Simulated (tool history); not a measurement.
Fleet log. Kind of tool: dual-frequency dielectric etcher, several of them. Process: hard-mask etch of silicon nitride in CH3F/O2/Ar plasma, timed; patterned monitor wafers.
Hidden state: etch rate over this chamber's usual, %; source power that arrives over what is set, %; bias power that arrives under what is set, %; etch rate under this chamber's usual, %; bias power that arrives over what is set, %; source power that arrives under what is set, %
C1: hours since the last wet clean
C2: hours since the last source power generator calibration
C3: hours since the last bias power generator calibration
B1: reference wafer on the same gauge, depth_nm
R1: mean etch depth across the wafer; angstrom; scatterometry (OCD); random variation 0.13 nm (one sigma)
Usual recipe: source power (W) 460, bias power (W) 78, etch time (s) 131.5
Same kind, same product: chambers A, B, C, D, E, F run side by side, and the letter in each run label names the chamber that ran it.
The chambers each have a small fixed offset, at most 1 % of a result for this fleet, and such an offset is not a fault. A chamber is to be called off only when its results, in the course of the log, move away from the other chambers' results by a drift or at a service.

{"run": "1E", "day": 0.392, "source power (W)": 460, "bias power (W)": 78, "etch time (s)": 131.5, "C1": 442.3, "C2": 80.1, "C3": 850.3, "B1": 105.94, "R1": 991.12}
{"run": "2B", "day": 0.825, "source power (W)": 460, "bias power (W)": 78, "etch time (s)": 131.5, "C1": 179.7, "C2": 132.4, "C3": 2192.8, "B1": 105.93, "R1": 1005.7}
{"run": "3A", "day": 1.104, "source power (W)": 460, "bias power (W)": 78, "etch time (s)": 131.5, "C1": 286.5, "C2": 1340.2, "C3": 297.7, "B1": 105.91, "R1": 1003.2}
{"run": "4F", "day": 1.529, "source power (W)": 460, "bias power (W)": 78, "etch time (s)": 131.5, "C1": 374.7, "C2": 930.7, "C3": 2316.1, "B1": 105.95, "R1": 999.33}
{"day": 1.688, "done": "chamber D: wet clean of the chamber"}
{"run": "5D", "day": 1.862, "source power (W)": 460, "bias power (W)": 78, "etch time (s)": 131.5, "C1": 4.3, "C2": 396.5, "C3": 1671.1, "B1": 105.98, "R1": 997.07}
{"run": "6C", "day": 2.092, "source power (W)": 460, "bias power (W)": 78, "etch time (s)": 164.5, "C1": 539.5, "C2": 441.3, "C3": 1277.3, "B1": 106, "R1": 1257.1}
{"run": "7F", "day": 2.496, "source power (W)": 460, "bias power (W)": 78, "etch time (s)": 164.5, "C1": 397.9, "C2": 953.9, "C3": 2339.3, "B1": 105.98, "R1": 1250.1}
{"run": "8C", "day": 2.842, "source power (W)": 460, "bias power (W)": 78, "etch time (s)": 164.5, "C1": 557.5, "C2": 459.3, "C3": 1295.3, "B1": 106.04, "R1": 1257.9}
{"run": "9A", "day": 3.104, "source power (W)": 460, "bias power (W)": 78, "etch time (s)": 164.5, "C1": 334.5, "C2": 1388.2, "C3": 345.7, "B1": 106.04, "R1": 1256.5}
{"run": "10D", "day": 3.392, "source power (W)": 460, "bias power (W)": 78, "etch time (s)": 164.5, "C1": 41, "C2": 433.2, "C3": 1707.8, "B1": 106.03, "R1": 1244.9}
{"run": "11B", "day": 3.675, "source power (W)": 460, "bias power (W)": 78, "etch time (s)": 164.5, "C1": 248.1, "C2": 200.8, "C3": 2261.2, "B1": 106.06, "R1": 1257.3}
{"run": "12E", "day": 3.958, "source power (W)": 460, "bias power (W)": 78, "etch time (s)": 131.5, "C1": 527.9, "C2": 165.7, "C3": 935.9, "B1": 106.11, "R1": 993.87}
{"run": "13F", "day": 4.25, "source power (W)": 500, "bias power (W)": 78, "etch time (s)": 131.5, "C1": 440, "C2": 996, "C3": 2381.4, "B1": 106.07, "R1": 1029}
{"run": "14A", "day": 4.633, "source power (W)": 500, "bias power (W)": 78, "etch time (s)": 131.5, "C1": 371.2, "C2": 1424.9, "C3": 382.4, "B1": 106.1, "R1": 1039.3}
{"run": "15B", "day": 4.892, "source power (W)": 500, "bias power (W)": 78, "etch time (s)": 131.5, "C1": 277.3, "C2": 230, "C3": 2290.4, "B1": 106.11, "R1": 1035}
{"run": "16E", "day": 5.162, "source power (W)": 500, "bias power (W)": 78, "etch time (s)": 131.5, "C1": 556.8, "C2": 194.6, "C3": 964.8, "B1": 106.17, "R1": 1027.2}
{"day": 5.358, "done": "chamber E: wet clean of the chamber"}
{"day": 5.362, "done": "chamber C: wet clean of the chamber"}
{"run": "17D", "day": 5.546, "source power (W)": 500, "bias power (W)": 78, "etch time (s)": 131.5, "C1": 92.7, "C2": 484.9, "C3": 1759.5, "B1": 106.11, "R1": 1030.3}
{"run": "18C", "day": 5.979, "source power (W)": 500, "bias power (W)": 78, "etch time (s)": 131.5, "C1": 14.9, "C2": 534.6, "C3": 1370.6, "B1": 106.18, "R1": 1038}
{"run": "19E", "day": 6.188, "source power (W)": 460, "bias power (W)": 78, "etch time (s)": 131.5, "C1": 19.9, "C2": 219.2, "C3": 989.4, "B1": 106.19, "R1": 996.03}
{"run": "20D", "day": 6.571, "source power (W)": 460, "bias power (W)": 78, "etch time (s)": 131.5, "C1": 117.3, "C2": 509.5, "C3": 1784.1, "B1": 106.23, "R1": 999.75}
{"run": "21C", "day": 7.004, "source power (W)": 560, "bias power (W)": 78, "etch time (s)": 131.5, "C1": 39.5, "C2": 559.2, "C3": 1395.2, "B1": 106.21, "R1": 1082.1}
{"run": "22B", "day": 7.258, "source power (W)": 560, "bias power (W)": 78, "etch time (s)": 131.5, "C1": 334.1, "C2": 286.8, "C3": 2347.2, "B1": 106.22, "R1": 1082.9}
{"run": "23F", "day": 7.658, "source power (W)": 560, "bias power (W)": 78, "etch time (s)": 131.5, "C1": 521.8, "C2": 1077.8, "C3": 2463.2, "B1": 106.22, "R1": 1079.3}
{"run": "24A", "day": 7.958, "source power (W)": 560, "bias power (W)": 78, "etch time (s)": 131.5, "C1": 451, "C2": 1504.7, "C3": 462.2, "B1": 106.26, "R1": 1085.4}
{"run": "25A", "day": 8.392, "source power (W)": 560, "bias power (W)": 78, "etch time (s)": 131.5, "C1": 461.4, "C2": 1515.1, "C3": 472.6, "B1": 106.28, "R1": 1085.9}
{"run": "26F", "day": 8.704, "source power (W)": 560, "bias power (W)": 78, "etch time (s)": 131.5, "C1": 546.9, "C2": 1102.9, "C3": 2488.3, "B1": 106.31, "R1": 1077.5}
{"run": "27C", "day": 9.071, "source power (W)": 460, "bias power (W)": 78, "etch time (s)": 131.5, "C1": 89.1, "C2": 608.8, "C3": 1444.8, "B1": 106.27, "R1": 1008.2}
{"run": "28B", "day": 9.367, "source power (W)": 460, "bias power (W)": 78, "etch time (s)": 131.5, "C1": 384.7, "C2": 337.4, "C3": 2397.8, "B1": 106.32, "R1": 1009.1}
{"day": 9.604, "done": "chamber F: wet clean of the chamber"}
{"run": "29D", "day": 9.675, "source power (W)": 460, "bias power (W)": 78, "etch time (s)": 131.5, "C1": 191.8, "C2": 584, "C3": 1858.6, "B1": 106.31, "R1": 1002.6}
{"run": "30E", "day": 10.004, "source power (W)": 460, "bias power (W)": 78, "etch time (s)": 131.5, "C1": 111.5, "C2": 310.8, "C3": 1081, "B1": 106.34, "R1": 999.34}
{"day": 10.062, "done": "chamber A: wet clean of the chamber"}
{"run": "31F", "day": 10.35, "source power (W)": 460, "bias power (W)": 78, "etch time (s)": 131.5, "C1": 18, "C2": 1142.4, "C3": 2527.8, "B1": 106.34, "R1": 1001.7}
{"run": "32B", "day": 10.762, "source power (W)": 460, "bias power (W)": 78, "etch time (s)": 131.5, "C1": 418.2, "C2": 370.9, "C3": 2431.3, "B1": 106.37, "R1": 1007.9}
{"day": 10.858, "done": "chamber D: bias power generator calibrated"}
{"run": "33A", "day": 11.183, "source power (W)": 460, "bias power (W)": 78, "etch time (s)": 131.5, "C1": 27, "C2": 1582.1, "C3": 539.6, "B1": 106.37, "R1": 1007.6}
{"run": "34D", "day": 11.412, "source power (W)": 460, "bias power (W)": 78, "etch time (s)": 131.5, "C1": 233.5, "C2": 625.7, "C3": 13.3, "B1": 106.41, "R1": 998.77}
{"run": "35E", "day": 11.846, "source power (W)": 460, "bias power (W)": 86, "etch time (s)": 161, "C1": 155.7, "C2": 355, "C3": 1125.2, "B1": 106.42, "R1": 1266.8}
{"run": "36C", "day": 12.117, "source power (W)": 460, "bias power (W)": 86, "etch time (s)": 161, "C1": 162.2, "C2": 681.9, "C3": 1517.9, "B1": 106.4, "R1": 1278.2}
{"run": "37C", "day": 12.442, "source power (W)": 460, "bias power (W)": 86, "etch time (s)": 161, "C1": 170, "C2": 689.7, "C3": 1525.7, "B1": 106.46, "R1": 1275}

Is one chamber out of step, is the gauge drifting, or do the chambers differ by no more than their own small offsets? For an off chamber, give its letter and the likeliest cause.

It is the gauge, not a chamber: its drift shows up in every chamber's results at once, and no chamber is off.
What lies behind it: gauge reads high (%) = 0.528.
